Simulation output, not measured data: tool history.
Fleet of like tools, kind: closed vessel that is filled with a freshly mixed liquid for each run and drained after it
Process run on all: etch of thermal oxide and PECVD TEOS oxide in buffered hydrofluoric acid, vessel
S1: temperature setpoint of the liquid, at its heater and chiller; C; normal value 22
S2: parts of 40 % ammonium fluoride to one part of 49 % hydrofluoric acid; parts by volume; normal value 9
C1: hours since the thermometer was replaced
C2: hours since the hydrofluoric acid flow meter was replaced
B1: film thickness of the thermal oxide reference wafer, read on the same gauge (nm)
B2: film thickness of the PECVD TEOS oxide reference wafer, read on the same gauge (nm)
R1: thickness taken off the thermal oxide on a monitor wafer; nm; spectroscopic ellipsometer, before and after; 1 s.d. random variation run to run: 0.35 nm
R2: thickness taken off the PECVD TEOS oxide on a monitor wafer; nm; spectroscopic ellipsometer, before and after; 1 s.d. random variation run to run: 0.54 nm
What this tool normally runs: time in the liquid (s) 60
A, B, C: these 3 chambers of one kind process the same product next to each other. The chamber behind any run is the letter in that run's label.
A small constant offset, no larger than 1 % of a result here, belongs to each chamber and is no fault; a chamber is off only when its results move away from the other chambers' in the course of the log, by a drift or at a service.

Run 1B, hour 3.4: usual settings; C1 1449.9; C2 84.8; B1 29.991; B2 100. Result: R1 61.933 nm, R2 172.43 nm.
Run 2C, hour 7: usual settings; C1 1197.2; C2 841.8; B1 29.987; B2 100.01. Result: R1 62.215 nm, R2 171.44 nm.
Run 3A, hour 10: usual settings; C1 1330.9; C2 438.7; B1 30.025; B2 99.999. Result: R1 62.538 nm, R2 170.81 nm.
Run 4B, hour 13.2: usual settings; C1 1459.7; C2 94.6; B1 29.991; B2 99.986. Result: R1 61.327 nm, R2 172.24 nm.
At hour 14.4: chamber C: thermometer replaced.
Run 5A, hour 16.8: usual settings; C1 1337.7; C2 445.5; B1 30.021; B2 99.988. Result: R1 62.48 nm, R2 173.06 nm.
Run 6C, hour 18.8: usual settings; C1 4.4; C2 853.6; B1 30.01; B2 99.995. Result: R1 62.006 nm, R2 171.27 nm.
Run 7C, hour 23.1: usual settings; C1 8.7; C2 857.9; B1 29.987; B2 100.02. Result: R1 61.153 nm, R2 170.2 nm.
Run 8B, hour 25.6: usual settings; C1 1472.1; C2 107; B1 29.997; B2 100.01. Result: R1 61.913 nm, R2 172.63 nm.
Run 9A, hour 28.7: usual settings; C1 1349.6; C2 457.4; B1 30.023; B2 99.99. Result: R1 62.915 nm, R2 171.44 nm.
Run 10A, hour 31.6: usual settings but S1 18 C, S2 11.5 parts by volume; C1 1352.5; C2 460.3; B1 30.025; B2 100.03. Result: R1 40.32 nm, R2 111.94 nm.
Run 11B, hour 34.9: usual settings but S1 18 C, S2 11.5 parts by volume; C1 1481.4; C2 116.3; B1 30.032; B2 99.986. Result: R1 40.731 nm, R2 112.51 nm.
Run 12C, hour 37.5: usual settings but S1 18 C, S2 11.5 parts by volume; C1 23.1; C2 872.3; B1 29.971; B2 99.994. Result: R1 40.986 nm, R2 111.91 nm.
Run 13A, hour 40.2: usual settings; C1 1361.1; C2 468.9; B1 30.049; B2 100. Result: R1 62.349 nm, R2 172.77 nm.
Run 14B, hour 44: usual settings; C1 1490.5; C2 125.4; B1 30.023; B2 99.972. Result: R1 61.661 nm, R2 172.74 nm.
Run 15C, hour 46.6: usual settings; C1 32.2; C2 881.4; B1 30.049; B2 99.993. Result: R1 61.572 nm, R2 171.25 nm.
Run 16C, hour 50.3: usual settings; C1 35.9; C2 885.1; B1 30.017; B2 100.01. Result: R1 61.694 nm, R2 171.08 nm.
Run 17A, hour 53: usual settings; C1 1373.9; C2 481.7; B1 30.012; B2 99.975. Result: R1 63.087 nm, R2 171.44 nm.
Run 18B, hour 56.8: usual settings; C1 1503.3; C2 138.2; B1 29.979; B2 100.03. Result: R1 62.104 nm, R2 172.81 nm.
Run 19A, hour 59.3: usual settings but S2 6 parts by volume, time in the liquid (s) 45; C1 1380.2; C2 488; B1 30.008; B2 100.01. Result: R1 71.155 nm, R2 194.66 nm.
Run 20C, hour 62.4: usual settings but S2 6 parts by volume, time in the liquid (s) 45; C1 48; C2 897.2; B1 30.035; B2 99.99. Result: R1 69.095 nm, R2 191.42 nm.
Run 21B, hour 65: usual settings but S2 6 parts by volume, time in the liquid (s) 45; C1 1511.5; C2 146.4; B1 30.011; B2 99.99. Result: R1 68.439 nm, R2 192.26 nm.
Run 22A, hour 68.4: usual settings but S1 19 C, time in the liquid (s) 45; C1 1389.3; C2 497.1; B1 30.011; B2 100. Result: R1 39.583 nm, R2 108.9 nm.
Run 23C, hour 71.5: usual settings but S1 19 C, time in the liquid (s) 45; C1 57.1; C2 906.3; B1 29.955; B2 99.978. Result: R1 39.378 nm, R2 108.47 nm.
Run 24B, hour 74.1: usual settings but S1 19 C, time in the liquid (s) 45; C1 1520.6; C2 155.5; B1 29.995; B2 100.01. Result: R1 38.848 nm, R2 108.9 nm.
Run 25A, hour 78.4: usual settings; C1 1399.3; C2 507.1; B1 29.992; B2 99.999. Result: R1 62.436 nm, R2 171.97 nm.
Run 26B, hour 81: usual settings; C1 1527.5; C2 162.4; B1 29.998; B2 99.973. Result: R1 62.144 nm, R2 172.76 nm.
Run 27C, hour 83: usual settings; C1 68.6; C2 917.8; B1 30.004; B2 99.991. Result: R1 62.014 nm, R2 170.5 nm.
Run 28A, hour 86.6: usual settings; C1 1407.5; C2 515.3; B1 30.017; B2 100.01. Result: R1 62.604 nm, R2 172.95 nm.
Run 29C, hour 89.5: usual settings; C1 75.1; C2 924.3; B1 29.97; B2 100. Result: R1 61.793 nm, R2 169.79 nm.
Run 30B, hour 92.3: usual settings; C1 1538.8; C2 173.7; B1 30.014; B2 99.989. Result: R1 61.727 nm, R2 171.97 nm.
Run 31C, hour 96.2: usual settings; C1 81.8; C2 931; B1 29.967; B2 100.01. Result: R1 61.477 nm, R2 171.49 nm.
Run 32B, hour 98.8: usual settings but S1 25.5 C, S2 7.5 parts by volume; C1 1545.3; C2 180.2; B1 30.002; B2 99.979. Result: R1 90.547 nm, R2 253.45 nm.
Run 33A, hour 102.5: usual settings but S1 25.5 C, S2 7.5 parts by volume; C1 1423.4; C2 531.2; B1 30.014; B2 99.986. Result: R1 92.625 nm, R2 255.05 nm.
Run 34A, hour 106.4: usual settings but S1 25.5 C, S2 7.5 parts by volume; C1 1427.3; C2 535.1; B1 30.04; B2 100.02. Result: R1 93.487 nm, R2 254.44 nm.
Run 35B, hour 108.8: usual settings; C1 1555.3; C2 190.2; B1 30.026; B2 100.04. Result: R1 62.444 nm, R2 172.19 nm.

Next, every chamber runs the same settings. What will each give?
Run 36A, hour 112: usual settings but time in the liquid (s) 40. Result: R1 ?, R2 ?.
Run 36B, hour 112: usual settings but time in the liquid (s) 40. Result: R1 ?, R2 ?.
Run 36C, hour 112: usual settings but time in the liquid (s) 40. Result: R1 ?, R2 ?.

run      R1      R2
36A   41.88  114.88
36B  41.133  115.02
36C  41.169  114.22
